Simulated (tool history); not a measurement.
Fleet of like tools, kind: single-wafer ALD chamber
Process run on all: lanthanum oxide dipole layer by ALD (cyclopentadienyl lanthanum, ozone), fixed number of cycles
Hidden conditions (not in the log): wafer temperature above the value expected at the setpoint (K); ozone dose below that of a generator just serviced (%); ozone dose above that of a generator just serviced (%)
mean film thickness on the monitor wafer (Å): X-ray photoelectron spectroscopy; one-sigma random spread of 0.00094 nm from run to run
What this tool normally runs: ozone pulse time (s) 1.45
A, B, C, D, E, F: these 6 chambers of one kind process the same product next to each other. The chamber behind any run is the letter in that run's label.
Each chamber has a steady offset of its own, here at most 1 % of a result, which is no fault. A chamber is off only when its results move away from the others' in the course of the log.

| run | hour | ozone pulse time (s) | hours since the last thermocouple change | hours since the last ozone generator service | read-back reference wafer on the same gauge, thickness_nm | mean film thickness on the monitor wafer (Å) |
|---|---|---|---|---|---|---|
| 1F | 6.2 | 1.45 | 130.7 | 881.3 | 0.45871 | 5.449 |
| 2A | 15.5 | 1.45 | 294.4 | 278.4 | 0.45885 | 5.4546 |
| 3E | 27.5 | 1.45 | 431.7 | 813.8 | 0.45878 | 5.5056 |
| 4C | 37.3 | 1.45 | 756 | 690 | 0.45882 | 5.4462 |
| 5B | 43.6 | 1.45 | 1642.4 | 319.4 | 0.45846 | 5.4375 |
| 6D | 52.8 | 1.45 | 3121.6 | 390.5 | 0.45855 | 5.481 |
| 7D | 60.2 | 1.45 | 3129 | 397.9 | 0.45847 | 5.4596 |
| 8F | 71.1 | 1.45 | 195.6 | 946.2 | 0.45836 | 5.4326 |
| 9E | 81.3 | 1.45 | 485.5 | 867.6 | 0.45822 | 5.4832 |
| 10C | 89.8 | 1.45 | 808.5 | 742.5 | 0.45813 | 5.4523 |
| 11B | 101.3 | 1.86 | 1700.1 | 377.1 | 0.45813 | 5.5922 |
|  | 105.6 | chamber B: thermocouple changed; heater temperature recalibrated |
| 12A | 109.3 | 1.86 | 388.2 | 372.2 | 0.45793 | 5.6467 |
|  | 113.8 | chamber C: ozone generator serviced |
| 13A | 115.6 | 1.86 | 394.5 | 378.5 | 0.45792 | 5.6471 |
| 14E | 122.2 | 1.86 | 526.4 | 908.5 | 0.45785 | 5.6751 |
| 15C | 133.9 | 1.86 | 852.6 | 20.2 | 0.45786 | 5.6079 |
| 16F | 144.5 | 1.86 | 269 | 1019.6 | 0.45775 | 5.6182 |
| 17D | 156.8 | 1.45 | 3225.6 | 494.5 | 0.45751 | 5.4569 |
| 18B | 165.4 | 1.45 | 59.9 | 441.2 | 0.45741 | 5.4294 |
| 19B | 176.2 | 1.45 | 70.7 | 452 | 0.45748 | 5.4183 |
|  | 177.9 | chamber E: ozone generator serviced |
| 20C | 183.6 | 0.98 | 902.3 | 69.9 | 0.45728 | 4.9381 |
| 21D | 193.4 | 0.98 | 3262.2 | 531.1 | 0.45727 | 4.9312 |
| 22A | 201.7 | 0.98 | 480.6 | 464.6 | 0.45699 | 4.9458 |
| 23E | 213.1 | 0.98 | 617.3 | 35.2 | 0.45707 | 4.9782 |
|  | 213.5 | chamber D: thermocouple changed; heater temperature recalibrated |
| 24F | 224.7 | 0.98 | 349.2 | 1099.8 | 0.45679 | 4.913 |
| 25D | 232.6 | 0.98 | 19.2 | 570.3 | 0.45683 | 4.9379 |
| 26B | 238.2 | 1.45 | 132.7 | 514 | 0.45693 | 5.4076 |
| 27F | 245.8 | 1.45 | 370.3 | 1120.9 | 0.45669 | 5.4207 |
| 28E | 256.2 | 1.45 | 660.4 | 78.3 | 0.45676 | 5.4729 |
| 29C | 263.1 | 1.45 | 981.8 | 149.4 | 0.45657 | 5.4234 |
| 30A | 269.5 | 1.45 | 548.4 | 532.4 | 0.45648 | 5.4196 |
| 31D | 281 | 1.45 | 67.6 | 618.7 | 0.45632 | 5.4364 |
| 32B | 291.2 | 1.45 | 185.7 | 567 | 0.45625 | 5.4054 |
| 33F | 297.7 | 1.45 | 422.2 | 1172.8 | 0.4562 | 5.4202 |
| 34A | 304.6 | 1.45 | 583.5 | 567.5 | 0.45611 | 5.4407 |
|  | 308 | chamber B: ozone generator serviced |
| 35C | 315.4 | 1.89 | 1034.1 | 201.7 | 0.45618 | 5.6008 |
| 36E | 325.3 | 1.89 | 729.5 | 147.4 | 0.45614 | 5.635 |
| 37C | 334.4 | 1.89 | 1053.1 | 220.7 | 0.45611 | 5.5759 |
| 38F | 345.6 | 1.89 | 470.1 | 1220.7 | 0.45577 | 5.6078 |
| 39B | 351 | 1.89 | 245.5 | 43 | 0.45569 | 5.5814 |

Does one chamber stand apart from the rest, does the shared gauge drift, or is all well apart from small per-chamber offsets? Give the chamber and the most likely cause, where there is one.

None of the chambers is off. What moves is the gauge, dragging all their readings along together.
Most likely cause: gauge reads low (%) = 0.708.

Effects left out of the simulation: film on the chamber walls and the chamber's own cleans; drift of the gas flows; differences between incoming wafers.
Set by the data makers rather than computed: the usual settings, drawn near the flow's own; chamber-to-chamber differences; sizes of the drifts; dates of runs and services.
